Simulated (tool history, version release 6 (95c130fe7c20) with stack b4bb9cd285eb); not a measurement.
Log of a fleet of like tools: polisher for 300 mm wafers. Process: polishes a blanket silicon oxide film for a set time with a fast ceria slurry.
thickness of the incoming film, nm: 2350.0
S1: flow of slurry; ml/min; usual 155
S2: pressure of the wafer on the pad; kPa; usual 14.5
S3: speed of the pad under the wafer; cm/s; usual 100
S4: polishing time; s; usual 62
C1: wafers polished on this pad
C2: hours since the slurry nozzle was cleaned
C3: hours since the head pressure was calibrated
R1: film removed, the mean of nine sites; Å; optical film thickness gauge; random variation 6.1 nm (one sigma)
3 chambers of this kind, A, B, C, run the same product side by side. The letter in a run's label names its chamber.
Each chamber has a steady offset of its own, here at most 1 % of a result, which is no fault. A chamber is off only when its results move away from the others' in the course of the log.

run,hour,S1,S2,S3,S4,C1,C2,C3,R1
1B,5,155,14.5,100,62,760,446.9,126.1,6885.3
2A,11,155,14.5,100,62,186,201.1,774.7,6838
3C,18.6,155,14.5,100,62,1130,257.3,702,6735.1
4A,24.1,155,14.5,100,62,307,214.2,787.8,6845.3
# hour 25.2: chamber C: worn pad replaced by a new one
5B,30.1,155,14.5,100,62,991,472,151.2,6915.2
6C,38,155,14.5,100,62,118,276.7,721.4,6845.2
7A,46.1,155,14.5,100,62,510,236.2,809.8,6894.7
8C,53.2,155,14.5,100,62,258,291.9,736.6,6836.4
9B,59.1,155,14.5,100,62,1259,501,180.2,6833.2
10C,67.2,155,14.5,100,62,388,305.9,750.6,6727
# hour 67.6: chamber B: worn pad replaced by a new one
11A,73.8,175,14.5,112,62,766,263.9,837.5,7891.4
12B,78,175,14.5,112,62,96,519.9,199.1,7918.4
# hour 79.2: chamber A: worn pad replaced by a new one
13A,81.9,175,14.5,112,62,25,272,845.6,7809.9
14B,87.2,155,14.5,100,62,181,529.1,208.3,6855.3
15C,91.5,155,14.5,100,62,612,330.2,774.9,6849.9
16C,99.3,155,14.5,100,62,684,338,782.7,6771.2
17B,103.9,155,14.5,100,62,335,545.8,225,6835.1
18A,110.4,155,14.5,100,62,288,300.5,874.1,6790.8
19B,115,155,14.5,100,62,437,556.9,236.1,6978.6
20A,119.4,155,14.5,100,62,371,309.5,883.1,6899.5
21C,126.7,155,14.5,100,62,937,365.4,810.1,6894.7
22B,133.7,155,14.5,70,47,610,575.6,254.8,3607.8
23C,139.7,155,14.5,70,47,1057,378.4,823.1,3620.3
# hour 140.7: chamber C: worn pad replaced by a new one
24A,144.2,155,14.5,70,47,600,334.3,907.9,3540.7
25A,150.2,155,14.5,100,62,655,340.3,913.9,6746.5
26B,157,155,14.5,86,55,825,598.9,278.1,5227
# hour 157.7: chamber A: worn pad replaced by a new one
27C,160.9,155,14.5,86,55,187,399.6,844.3,5153.9
28C,169.3,155,14.5,86,55,264,408,852.7,5182.8
29B,176.2,155,14.5,100,62,1002,618.1,297.3,6785.1
30A,183.5,155,14.5,100,62,238,373.6,947.2,6691.2
31A,187.4,155,12.4,100,69,274,377.5,951.1,6235.6
32B,193,155,12.4,100,69,1157,634.9,314.1,6552.7
33C,199.6,155,12.4,100,69,544,438.3,883,6544.2
34C,205.7,155,14.5,100,62,600,444.4,889.1,6818.9
35A,211.3,155,12.4,100,80,495,401.4,975,7040.3
36B,217.7,155,12.4,100,80,1385,659.6,338.8,7461.8
37A,225.4,155,12.4,100,80,625,415.5,989.1,7146.2
38B,230.2,155,14.5,100,62,1501,672.1,351.3,6848
# hour 234.7: chamber B: head pressure recalibrated
39C,238.1,155,14.5,88,53,899,476.8,921.5,5135.5
# hour 244.6: chamber A: worn pad replaced by a new one
40A,244.9,155,14.5,88,53,2,435,1008.6,4789.3
# hour 245.5: chamber B: worn pad replaced by a new one
41B,250,155,14.5,88,53,42,691.9,15.3,5205.9
42C,254.5,155,14.5,100,62,1051,493.2,937.9,6796.3
43B,262,155,14.5,100,62,153,703.9,27.3,6815.7
# hour 267.8: chamber C: worn pad replaced by a new one
44C,269.6,155,14.5,100,53,17,508.3,953,5816

All 3 chambers run these settings next. Forecast each chamber's results:
45A,275.7,155,14.5,100,53,,,,?
45B,275.7,155,14.5,100,53,,,,?
45C,275.7,155,14.5,100,53,,,,?

run,R1
45A,5221.2
45B,5944.5
45C,5864.9
